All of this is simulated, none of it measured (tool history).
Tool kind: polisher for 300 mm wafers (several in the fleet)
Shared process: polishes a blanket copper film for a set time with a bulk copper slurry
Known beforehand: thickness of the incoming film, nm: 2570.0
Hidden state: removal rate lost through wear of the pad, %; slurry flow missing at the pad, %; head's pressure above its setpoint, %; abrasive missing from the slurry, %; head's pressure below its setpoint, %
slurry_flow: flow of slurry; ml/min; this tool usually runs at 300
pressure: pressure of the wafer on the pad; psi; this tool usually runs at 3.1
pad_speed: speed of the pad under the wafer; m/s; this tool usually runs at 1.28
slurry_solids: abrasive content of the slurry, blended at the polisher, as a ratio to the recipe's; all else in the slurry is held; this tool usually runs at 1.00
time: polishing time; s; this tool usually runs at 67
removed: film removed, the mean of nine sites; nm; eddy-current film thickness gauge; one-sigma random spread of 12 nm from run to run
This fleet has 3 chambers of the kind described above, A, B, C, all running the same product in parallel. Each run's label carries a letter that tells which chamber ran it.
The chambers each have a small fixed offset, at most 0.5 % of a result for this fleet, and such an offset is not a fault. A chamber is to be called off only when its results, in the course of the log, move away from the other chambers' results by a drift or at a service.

run   hour  slurry_flow  pressure  pad_speed  slurry_solids  time  wafers polished on this pad  hours since the slurry nozzle was cleaned  hours since the head pressure was calibrated  hours since the slurry blender was calibrated  removed
 1A    8.7          300       3.1       1.28           1.00    67                          533                                      199.9                                         149.9                                           70.4   943.06
 2B   15.4          300       3.1       1.28           1.00    67                          924                                      358.9                                         153.6                                           17.1   964.18
      19.5  -- chamber A: worn pad replaced by a new one
 3C   19.6          300       3.1       1.28           1.00    67                          437                                      548.0                                          51.6                                           59.9   947.82
 4B   24.8          300       3.1       1.28           1.00    67                          991                                      368.3                                         163.0                                           26.5   951.73
 5A   31.9          300       3.1       1.28           1.00    67                           88                                      223.1                                         173.1                                           93.6   957.37
      32.5  -- chamber A: slurry nozzle cleaned
 6C   37.7          300       3.1       1.28           1.00    67                          566                                      566.1                                          69.7                                           78.0   945.86
 7A   42.3          300       3.1       1.28           1.00    67                          162                                        9.8                                         183.5                                          104.0   949.53
      50.1  -- chamber B: slurry nozzle cleaned
 8C   51.3          300       3.1       1.28           1.00    67                          663                                      579.7                                          83.3                                           91.6   961.10
      52.6  -- chamber B: worn pad replaced by a new one
 9B   60.9          300       3.1       1.28           1.00    67                           59                                       10.8                                         199.1                                           62.6   960.32
      63.7  -- chamber C: worn pad replaced by a new one
10B   65.1          300       3.1       1.56           1.00    67                           89                                       15.0                                         203.3                                           66.8  1123.60
11C   72.1          300       3.1       1.56           1.00    67                           60                                      600.5                                         104.1                                          112.4  1171.20
      75.0  -- chamber C: slurry nozzle cleaned
12A   77.1          300       3.1       1.56           1.00    67                          411                                       44.6                                         218.3                                          138.8  1131.50
13B   83.3          300       3.1       1.28           1.00    67                          219                                       33.2                                         221.5                                           85.0   911.77
14A   87.5          300       3.1       1.28           1.20    81                          485                                       55.0                                         228.7                                          149.2  1197.50
      96.1  -- chamber A: worn pad replaced by a new one
15C   96.1          300       3.1       1.28           1.20    81                          231                                       21.1                                         128.1                                          136.4  1188.00
16C  103.9          300       3.1       1.28           1.20    81                          287                                       28.9                                         135.9                                          144.2  1178.80
17B  109.5          300       3.1       1.28           1.00    67                          406                                       59.4                                         247.7                                          111.2   891.70
18A  119.0          300       3.1       1.28           1.00    67                          163                                       86.5                                         260.2                                          180.7   959.66
19C  126.8          300       3.1       1.28           1.00    67                          450                                       51.8                                         158.8                                          167.1   941.81
     129.9  -- chamber C: slurry blender recalibrated
20B  132.0          300       3.1       1.28           1.00    67                          566                                       81.9                                         270.2                                          133.7   910.36
21A  138.1          300       3.1       1.28           1.00    67                          300                                      105.6                                         279.3                                          199.8   959.81
22A  143.3          300       3.1       1.28           1.00    67                          337                                      110.8                                         284.5                                          205.0   958.64
23C  152.1          300       3.1       1.28           1.00    67                          631                                       77.1                                         184.1                                           22.2   939.26
24B  158.8          300       2.4       1.28           0.75    67                          757                                      108.7                                         297.0                                          160.5   640.61
25A  165.3          300       2.4       1.28           0.75    67                          494                                      132.8                                         306.5                                          227.0   681.77
26C  173.1          300       2.4       1.28           0.75    67                          780                                       98.1                                         205.1                                           43.2   669.28

Does one chamber stand apart from the rest, does the shared gauge drift, or is all well apart from small per-chamber offsets? Give the chamber and the most likely cause, where there is one.

Chamber B drifts away from the others.
Likeliest cause: head's pressure below its setpoint, % = 8.65.
The log may not separate it from: removal rate lost through wear of the pad, %; abrasive missing from the slurry, %.

Chamber B could run next with any of the 4 candidate recipes listed below; each alters the usual settings, and their results appear as question marks. Which one brings its results back in line with what the other chambers deliver on the usual settings?
To be in line, a result may differ from the other chambers' mean on the usual settings by at most: removed 43.00 nm
27B-1  180.0          300       2.6       1.28           0.95    67                                                                                                                                                                             ?
27B-2  180.0          300       3.1       1.38           1.00    67                                                                                                                                                                             ?
27B-3  180.0          300       3.1       1.28           1.00    61                                                                                                                                                                             ?
27B-4  180.0          300       3.4       1.38           1.00    67                                                                                                                                                                             ?

Mean of the other chambers on the usual settings: removed 944.31 nm
  run  removed
27B-1   725.37
27B-2   941.03
27B-3   794.53
27B-4  1031.00
It is 27B-2 that realigns the chamber with its peers.
